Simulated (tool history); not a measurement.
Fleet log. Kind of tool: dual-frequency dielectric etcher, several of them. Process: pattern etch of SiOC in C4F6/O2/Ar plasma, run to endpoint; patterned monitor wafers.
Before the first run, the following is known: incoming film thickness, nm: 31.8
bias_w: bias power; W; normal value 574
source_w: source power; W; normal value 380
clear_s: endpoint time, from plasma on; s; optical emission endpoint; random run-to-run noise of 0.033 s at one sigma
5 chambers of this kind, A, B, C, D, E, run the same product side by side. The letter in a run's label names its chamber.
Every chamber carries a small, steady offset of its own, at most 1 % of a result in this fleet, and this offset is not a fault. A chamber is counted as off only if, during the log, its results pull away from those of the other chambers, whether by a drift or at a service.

run	hour	bias_w	source_w	clear_s
1E	11.3	574	380	10.367
2B	24.8	574	380	10.342
3A	38	574	380	10.379
# hour 39.5: chamber B: wet clean of the chamber
4C	53.7	574	380	10.366
5D	63	574	380	10.304
6A	73.1	574	380	10.397
7B	84.8	712	330	9.9676
8E	92.2	712	330	9.9572
# hour 95.7: chamber A: wet clean of the chamber
# hour 98.3: chamber C: wet clean of the chamber
9D	102.4	712	330	9.9063
10C	117	712	330	10.066
11D	126.8	712	330	10.013
12E	139.3	574	380	10.302
13C	151	574	380	10.426
14B	160.6	574	380	10.413
15A	167.8	621	450	9.3994
16E	175.7	621	450	9.3918
17A	189.6	621	450	9.4604
18C	200.4	621	450	9.4572
19D	211.7	621	450	9.3429
20B	219.9	574	380	10.328
# hour 231.4: chamber D: wet clean of the chamber
21D	232.8	574	380	10.301
# hour 240.8: chamber E: wet clean of the chamber
22E	246.2	574	380	10.282
23A	257.2	574	380	10.366
24B	272	452	290	12.497
25C	282.6	452	290	12.54
26D	296.7	452	290	12.374
27C	310.8	452	290	12.562
# hour 319.8: chamber B: bias power generator calibrated
28E	322.6	452	290	12.504
29B	336.9	574	380	10.333
30A	346.1	574	380	10.342
31A	361.7	574	380	10.357
32C	371.5	574	380	10.319
33D	381	574	380	10.247
34B	388.9	574	380	10.324
35E	404.4	574	380	10.277
# hour 412.1: chamber D: source power generator calibrated
36C	417.1	574	380	10.334
# hour 422.6: chamber B: source power generator calibrated
37E	432.2	574	380	10.272
38A	445.4	574	380	10.353
39B	454.2	574	380	10.298
40D	470.1	574	380	10.302
41C	482.8	574	380	10.401

All chambers now run identical settings, listed one chamber a line with results as question marks. What results will each chamber show?
42A	494.6	574	380	?
42B	494.6	574	380	?
42C	494.6	574	380	?
42D	494.6	574	380	?
42E	494.6	574	380	?

run	clear_s
42A	10.341
42B	10.316
42C	10.426
42D	10.283
42E	10.273
